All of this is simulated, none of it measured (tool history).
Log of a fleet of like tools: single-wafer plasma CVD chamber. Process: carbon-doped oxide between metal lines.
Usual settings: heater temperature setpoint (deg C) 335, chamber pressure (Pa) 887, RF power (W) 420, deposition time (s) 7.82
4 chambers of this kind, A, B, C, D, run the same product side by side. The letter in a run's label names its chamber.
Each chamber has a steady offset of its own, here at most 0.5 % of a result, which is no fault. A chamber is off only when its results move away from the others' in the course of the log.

run,hour,heater temperature setpoint (deg C),chamber pressure (Pa),RF power (W),deposition time (s),"read-back reference wafer on the same gauge, thickness_nm",mean film thickness on the monitor wafer (nm)
1B,8.1,335,887,420,7.82,38.837,38.756
2A,14.3,335,887,420,7.82,38.923,38.89
3D,23.6,335,887,420,7.82,38.9,38.909
4C,28.8,335,887,420,7.82,38.89,39.233
5D,38.1,335,887,420,7.82,38.929,39.11
6B,46.1,335,887,420,7.82,38.932,39.028
7A,51.3,335,887,420,7.82,38.944,38.433
8C,58.3,335,887,420,7.82,38.887,38.584
9B,66.9,335,887,420,7.82,38.852,39.096
10C,73.9,335,887,420,7.82,38.92,38.692
11D,78.2,335,887,420,7.82,38.889,39.17
12A,83.5,335,887,420,7.82,38.869,38.769
13A,88.5,335,887,420,7.82,38.961,39.308
14B,92.7,335,887,420,7.82,38.928,39.282
15C,98.9,335,887,420,7.82,38.887,38.838
16D,104.5,335,887,420,7.82,38.888,39.045
17B,112.5,335,887,420,9.01,38.899,44.861
# hour 120.5: chamber A: capacitance manometer re-zeroed and calibrated
18C,120.5,335,887,420,9.01,38.937,44.22
19D,124.9,335,887,420,9.01,38.893,45.34
20A,133.3,335,887,420,9.01,38.918,44.546
21A,139.5,339,887,420,7.82,38.858,38.43
22C,146,339,887,420,7.82,38.865,38.099
23B,155.1,339,887,420,7.82,38.897,38.672
24D,159.8,339,887,420,7.82,38.9,38.365
25A,168.3,335,887,420,7.82,38.917,39.045
26B,173.6,335,887,420,7.82,38.861,38.964
27C,181.5,335,887,420,7.82,38.925,38.817
28D,190,335,887,420,7.82,38.947,39.155
29D,194.3,326,887,420,8.77,38.893,45.337
30B,199.9,326,887,420,8.77,38.895,44.906
31C,208.5,326,887,420,8.77,38.91,43.868
32A,217.5,326,887,420,8.77,38.955,45.061
33A,225.7,335,887,420,7.82,38.864,39.172
34D,234.3,335,887,420,7.82,38.894,39.285
35C,240.6,335,887,345,7.82,38.889,32.539
36B,249.2,335,887,345,7.82,38.926,33.435

Is one chamber off against the others, does the gauge drift, or is nothing wrong? If a chamber is off, say which, and what the likeliest cause is.

Chamber C drifts away from the others.
Cause: delivered RF power below the setpoint (%) = 4.3.

Here are 4 candidates for chamber C's next run, each the usual settings with a change, their results left as question marks. Which one brings its results back in line with what the others give on the usual settings?
In line means no further than this from the other chambers' mean on the usual settings: mean film thickness on the monitor wafer (nm) 0.73
37C-1,255.9,334,887,420,8.06,,?
37C-2,255.9,336,883,405,7.5,,?
37C-3,255.9,335,887,400,7.82,,?
37C-4,255.9,335,887,455,7.82,,?

The other chambers' mean on the usual settings: mean film thickness on the monitor wafer (nm) 39.005
run,mean film thickness on the monitor wafer (nm)
37C-1,39.126
37C-2,35.232
37C-3,36.5
37C-4,40.176
37C-1 brings the chamber back in line.

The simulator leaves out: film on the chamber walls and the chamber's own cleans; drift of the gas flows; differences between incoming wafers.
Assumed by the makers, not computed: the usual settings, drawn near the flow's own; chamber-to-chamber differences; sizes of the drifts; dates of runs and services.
